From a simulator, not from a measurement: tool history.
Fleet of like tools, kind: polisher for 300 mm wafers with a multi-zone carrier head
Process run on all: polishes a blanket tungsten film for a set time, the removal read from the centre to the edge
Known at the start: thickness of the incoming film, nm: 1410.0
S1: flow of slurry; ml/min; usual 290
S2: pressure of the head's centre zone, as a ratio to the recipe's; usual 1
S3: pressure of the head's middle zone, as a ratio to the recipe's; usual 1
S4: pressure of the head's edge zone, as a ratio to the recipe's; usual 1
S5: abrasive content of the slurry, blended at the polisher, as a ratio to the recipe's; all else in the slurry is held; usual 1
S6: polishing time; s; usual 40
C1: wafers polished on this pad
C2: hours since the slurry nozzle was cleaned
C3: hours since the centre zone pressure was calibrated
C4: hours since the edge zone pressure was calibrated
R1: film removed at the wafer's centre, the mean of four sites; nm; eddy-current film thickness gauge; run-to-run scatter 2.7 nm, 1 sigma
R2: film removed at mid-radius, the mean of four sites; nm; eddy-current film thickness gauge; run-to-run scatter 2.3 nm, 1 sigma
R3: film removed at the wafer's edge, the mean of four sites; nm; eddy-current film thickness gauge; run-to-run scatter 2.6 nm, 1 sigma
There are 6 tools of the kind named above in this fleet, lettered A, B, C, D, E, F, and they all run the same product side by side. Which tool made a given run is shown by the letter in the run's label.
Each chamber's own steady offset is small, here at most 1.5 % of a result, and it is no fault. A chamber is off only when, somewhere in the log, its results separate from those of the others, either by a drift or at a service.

| run | hour | S1 | S2 | S3 | S4 | S5 | S6 | C1 | C2 | C3 | C4 | R1 | R2 | R3 |
|---|---|---|---|---|---|---|---|---|---|---|---|---|---|---|
| 1F | 4.6 | 290 | 1 | 1 | 1 | 1 | 40 | 1095 | 155.1 | 17.2 | 83.2 | 197.73 | 200.13 | 203.56 |
|  | 9.2 | chamber D: worn pad replaced by a new one |
| 2C | 11.4 | 290 | 1 | 1 | 1 | 1 | 40 | 370 | 148.3 | 886.7 | 148.8 | 200.74 | 203.84 | 204.65 |
| 3D | 19 | 290 | 1 | 1 | 1 | 1 | 40 | 82 | 456.3 | 655.1 | 686.2 | 200.62 | 203.89 | 199 |
|  | 21.2 | chamber F: worn pad replaced by a new one |
| 4A | 25.6 | 290 | 1 | 1 | 1 | 1 | 40 | 802 | 614.6 | 701.9 | 368.2 | 198.88 | 203.85 | 202.62 |
| 5B | 32.3 | 290 | 1 | 1 | 1 | 1 | 40 | 677 | 384.3 | 578.9 | 108.5 | 199.23 | 198.79 | 200.48 |
| 6E | 38.2 | 290 | 1 | 1 | 1 | 1 | 40 | 835 | 337.9 | 386.3 | 779.5 | 198.66 | 199.51 | 202.43 |
| 7E | 43.3 | 290 | 1 | 1 | 1 | 1 | 40 | 878 | 343 | 391.4 | 784.6 | 202.93 | 203.22 | 201.31 |
|  | 46.4 | chamber B: slurry nozzle cleaned |
| 8C | 47.2 | 290 | 1 | 1 | 1 | 1 | 40 | 669 | 184.1 | 922.5 | 184.6 | 202.61 | 199.73 | 200.53 |
| 9A | 54 | 290 | 1 | 1 | 1 | 1 | 40 | 1039 | 643 | 730.3 | 396.6 | 202.75 | 201.02 | 203 |
| 10F | 57.9 | 290 | 1 | 1 | 1 | 1 | 40 | 306 | 208.4 | 70.5 | 136.5 | 196.8 | 201.46 | 202.14 |
| 11B | 64 | 290 | 1 | 1 | 1 | 1 | 40 | 942 | 17.7 | 610.6 | 140.2 | 197.67 | 200.61 | 198.1 |
|  | 67.2 | chamber E: worn pad replaced by a new one |
| 12D | 69.2 | 290 | 1 | 1.06 | 1 | 0.9 | 40 | 501 | 506.5 | 705.3 | 736.4 | 191.84 | 204.6 | 199.14 |
|  | 72.7 | chamber B: worn pad replaced by a new one |
| 13B | 76.4 | 290 | 1 | 1.06 | 1 | 0.9 | 40 | 30 | 30.1 | 623 | 152.6 | 198.42 | 202.77 | 193.34 |
| 14A | 84.1 | 290 | 1 | 1.06 | 1 | 0.9 | 40 | 1290 | 673.1 | 760.4 | 426.7 | 196.31 | 207.91 | 197.47 |
| 15E | 89.7 | 290 | 1 | 1.06 | 1 | 0.9 | 40 | 188 | 389.4 | 437.8 | 831 | 195.38 | 206.78 | 197.99 |
| 16C | 96 | 290 | 1 | 1.06 | 1 | 0.9 | 40 | 1076 | 232.9 | 971.3 | 233.4 | 189.24 | 207.78 | 197.01 |
|  | 97 | chamber B: centre zone pressure recalibrated |
| 17D | 103.4 | 290 | 1 | 1.06 | 1 | 0.9 | 40 | 786 | 540.7 | 739.5 | 770.6 | 191.86 | 208.66 | 192.46 |
|  | 106 | chamber A: worn pad replaced by a new one |
| 18F | 107 | 290 | 1 | 1 | 1 | 1 | 40 | 716 | 257.5 | 119.6 | 185.6 | 195.7 | 200.76 | 201.93 |
| 19B | 112.9 | 290 | 1 | 1 | 1 | 1 | 40 | 335 | 66.6 | 16 | 189.1 | 203.06 | 200.23 | 198.94 |
| 20E | 120.5 | 290 | 1 | 1 | 1 | 1 | 40 | 445 | 420.2 | 468.6 | 861.8 | 200.38 | 198.6 | 197.52 |
| 21D | 124.9 | 290 | 1 | 1 | 1 | 1 | 34 | 966 | 562.2 | 761 | 792.1 | 172.49 | 170.12 | 171.4 |
| 22C | 131.2 | 290 | 1 | 1 | 1 | 1 | 34 | 1370 | 268.1 | 1006.5 | 268.6 | 162.83 | 163.49 | 163.46 |
| 23A | 138 | 290 | 1 | 1 | 1 | 1 | 34 | 267 | 727 | 814.3 | 480.6 | 169.19 | 175.54 | 168.85 |
| 24F | 142.1 | 290 | 1 | 1 | 1 | 1 | 34 | 1009 | 292.6 | 154.7 | 220.7 | 170.7 | 171.85 | 168.5 |
| 25F | 150 | 290 | 1 | 1 | 1 | 1 | 34 | 1075 | 300.5 | 162.6 | 228.6 | 167.86 | 169.85 | 170.92 |
| 26D | 157.6 | 290 | 1 | 1 | 1 | 1 | 34 | 1239 | 594.9 | 793.7 | 824.8 | 170.03 | 173.34 | 171.08 |
|  | 158.4 | chamber F: worn pad replaced by a new one |
| 27C | 162.2 | 290 | 1 | 1 | 1 | 1 | 40 | 1629 | 299.1 | 1037.5 | 299.6 | 188.64 | 192.54 | 185.81 |
|  | 162.7 | chamber D: slurry nozzle cleaned |
| 28B | 168.9 | 290 | 1 | 1 | 1 | 1 | 40 | 802 | 122.6 | 72 | 245.1 | 197.66 | 196.33 | 198.92 |
|  | 169.6 | chamber D: worn pad replaced by a new one |
| 29E | 176.2 | 290 | 1 | 1 | 1 | 1 | 40 | 910 | 475.9 | 524.3 | 917.5 | 202.36 | 203.11 | 204.15 |
| 30A | 179.8 | 290 | 1 | 1 | 1 | 1 | 40 | 616 | 768.8 | 856.1 | 522.4 | 195.09 | 203.17 | 202.22 |
| 31E | 183.4 | 290 | 1 | 1 | 1 | 1 | 40 | 970 | 483.1 | 531.5 | 924.7 | 203.07 | 198.28 | 204.34 |
| 32A | 187.1 | 290 | 1 | 1 | 1 | 1 | 40 | 677 | 776.1 | 863.4 | 529.7 | 200.18 | 206.12 | 200.15 |
|  | 189.8 | chamber B: worn pad replaced by a new one |
| 33F | 192.5 | 290 | 1 | 1 | 1 | 1 | 40 | 284 | 343 | 205.1 | 271.1 | 200.42 | 202.07 | 202.26 |
| 34B | 196.7 | 290 | 1 | 1 | 1 | 1 | 40 | 58 | 150.4 | 99.8 | 272.9 | 196.49 | 202.7 | 198.16 |
| 35C | 204.5 | 290 | 1 | 1 | 1 | 1 | 40 | 1982 | 341.4 | 1079.8 | 341.9 | 183.6 | 183.86 | 185.5 |
| 36D | 211.7 | 290 | 1 | 1 | 1 | 1 | 40 | 351 | 49.1 | 847.8 | 878.9 | 199.66 | 202.79 | 201.78 |
| 37F | 216.2 | 290 | 1 | 1 | 1 | 1 | 40 | 482 | 366.7 | 228.8 | 294.8 | 199.53 | 204.72 | 202.43 |

All chambers now run identical settings, listed one chamber a line with results as question marks. What results will each chamber show?
| 38A | 221.9 | 290 | 1 | 1 | 1 | 1 | 40 |  |  |  |  | ? | ? | ? |
| 38B | 221.9 | 290 | 1 | 1 | 1 | 1 | 40 |  |  |  |  | ? | ? | ? |
| 38C | 221.9 | 290 | 1 | 1 | 1 | 1 | 40 |  |  |  |  | ? | ? | ? |
| 38D | 221.9 | 290 | 1 | 1 | 1 | 1 | 40 |  |  |  |  | ? | ? | ? |
| 38E | 221.9 | 290 | 1 | 1 | 1 | 1 | 40 |  |  |  |  | ? | ? | ? |
| 38F | 221.9 | 290 | 1 | 1 | 1 | 1 | 40 |  |  |  |  | ? | ? | ? |

| run | R1 | R2 | R3 |
|---|---|---|---|
| 38A | 198.66 | 202.14 | 204.59 |
| 38B | 196.22 | 199.88 | 197.83 |
| 38C | 180.51 | 178.13 | 182.45 |
| 38D | 197.24 | 200.48 | 203.65 |
| 38E | 195.89 | 198.7 | 199.52 |
| 38F | 198.98 | 205.17 | 196.58 |
